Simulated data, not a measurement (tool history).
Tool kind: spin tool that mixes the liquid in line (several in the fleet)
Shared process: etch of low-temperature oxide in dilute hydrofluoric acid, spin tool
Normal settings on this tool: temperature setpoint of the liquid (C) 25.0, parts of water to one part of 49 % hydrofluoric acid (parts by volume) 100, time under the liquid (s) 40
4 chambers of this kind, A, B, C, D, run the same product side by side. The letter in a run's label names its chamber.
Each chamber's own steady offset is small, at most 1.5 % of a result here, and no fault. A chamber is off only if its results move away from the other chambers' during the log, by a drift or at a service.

| run | hour | temperature setpoint of the liquid (C) | parts of water to one part of 49 % hydrofluoric acid (parts by volume) | time under the liquid (s) | read-back film thickness of the low-temperature oxide reference wafer, read on the same gauge (nm) | thickness taken off the low-temperature oxide on a monitor wafer (Å) |
|---|---|---|---|---|---|---|
| 1B | 7.6 | 25.0 | 100 | 40 | 79.997 | 112.910 |
| 2A | 13.1 | 25.0 | 100 | 40 | 79.986 | 113.760 |
| 3C | 20.1 | 25.0 | 100 | 40 | 80.069 | 112.080 |
| 4D | 25.4 | 25.0 | 100 | 40 | 80.044 | 114.370 |
| 5D | 32.3 | 25.0 | 100 | 25 | 79.974 | 70.446 |
| 6C | 38.9 | 25.0 | 100 | 25 | 79.971 | 70.148 |
| 7A | 45.6 | 25.0 | 100 | 25 | 80.008 | 70.124 |
| 8B | 54.1 | 25.0 | 100 | 25 | 80.036 | 71.197 |
|  | 59.7 | chamber C: thermometer replaced |
| 9D | 61.9 | 25.0 | 100 | 40 | 80.012 | 113.940 |
| 10C | 69.3 | 25.0 | 100 | 40 | 80.014 | 110.630 |
| 11A | 75.1 | 25.0 | 100 | 40 | 79.982 | 112.940 |
| 12B | 84.9 | 25.0 | 100 | 40 | 79.977 | 115.570 |
| 13C | 91.6 | 25.0 | 145 | 15 | 79.987 | 27.147 |
| 14A | 97.9 | 25.0 | 145 | 15 | 79.983 | 27.648 |
| 15B | 103.2 | 25.0 | 145 | 15 | 79.998 | 28.106 |
| 16D | 113.2 | 25.0 | 145 | 15 | 79.964 | 27.773 |
| 17A | 124.0 | 25.0 | 100 | 40 | 79.992 | 113.280 |
| 18C | 130.4 | 25.0 | 100 | 40 | 80.053 | 110.880 |
| 19D | 137.6 | 25.0 | 100 | 40 | 79.950 | 113.870 |
| 20B | 144.5 | 25.0 | 100 | 40 | 79.980 | 115.200 |
|  | 146.9 | chamber A: thermometer replaced |
| 21A | 153.3 | 25.0 | 100 | 40 | 80.002 | 112.670 |
| 22C | 162.8 | 22.0 | 100 | 40 | 80.014 | 98.086 |
| 23D | 173.4 | 22.0 | 100 | 40 | 80.031 | 100.790 |
| 24B | 183.1 | 22.0 | 100 | 40 | 79.978 | 102.500 |
| 25B | 190.4 | 22.0 | 100 | 40 | 80.023 | 103.180 |
| 26D | 198.6 | 21.5 | 100 | 40 | 80.014 | 98.072 |
| 27A | 209.4 | 21.5 | 100 | 40 | 80.004 | 98.615 |
| 28C | 216.2 | 21.5 | 100 | 40 | 79.994 | 96.442 |
| 29C | 221.5 | 21.5 | 100 | 40 | 80.039 | 95.721 |
| 30B | 226.4 | 25.0 | 100 | 40 | 80.010 | 117.760 |
| 31A | 235.3 | 25.0 | 100 | 40 | 79.999 | 112.920 |
| 32D | 242.2 | 25.0 | 100 | 40 | 79.985 | 113.780 |
| 33D | 246.9 | 25.0 | 100 | 40 | 79.980 | 113.500 |
| 34B | 255.0 | 25.0 | 100 | 40 | 80.008 | 118.630 |

Which is it: a chamber that has drifted or been left off by a service, a gauge drift common to all chambers, or only each chamber's usual small offset? If a chamber is off, name it and its likeliest cause.

One chamber, B, drifts off from the rest bit by bit.
Cause: hydrofluoric acid flow above the setpoint (%) = 3.49.
The log may not tell that from: liquid hotter than its thermometer reads (K).

Here are 4 candidates for chamber B's next run, each the usual settings with a change, their results left as question marks. Which one brings its results back in line with what the others give on the usual settings?
Maximum distance from the other chambers' mean on the usual settings for a result to count as in line: thickness taken off the low-temperature oxide on a monitor wafer (Å) 2.400
| 35B-1 | 262.8 | 23.0 | 100 | 40 |  | ? |
| 35B-2 | 262.8 | 24.0 | 100 | 40 |  | ? |
| 35B-3 | 262.8 | 26.0 | 100 | 40 |  | ? |
| 35B-4 | 262.8 | 27.0 | 100 | 40 |  | ? |

Mean of the other chambers on the usual settings: thickness taken off the low-temperature oxide on a monitor wafer (Å) 112.520
| run | thickness taken off the low-temperature oxide on a monitor wafer (Å) |
|---|---|
| 35B-1 | 108.890 |
| 35B-2 | 113.270 |
| 35B-3 | 122.450 |
| 35B-4 | 127.250 |
35B-2 brings the chamber back in line.
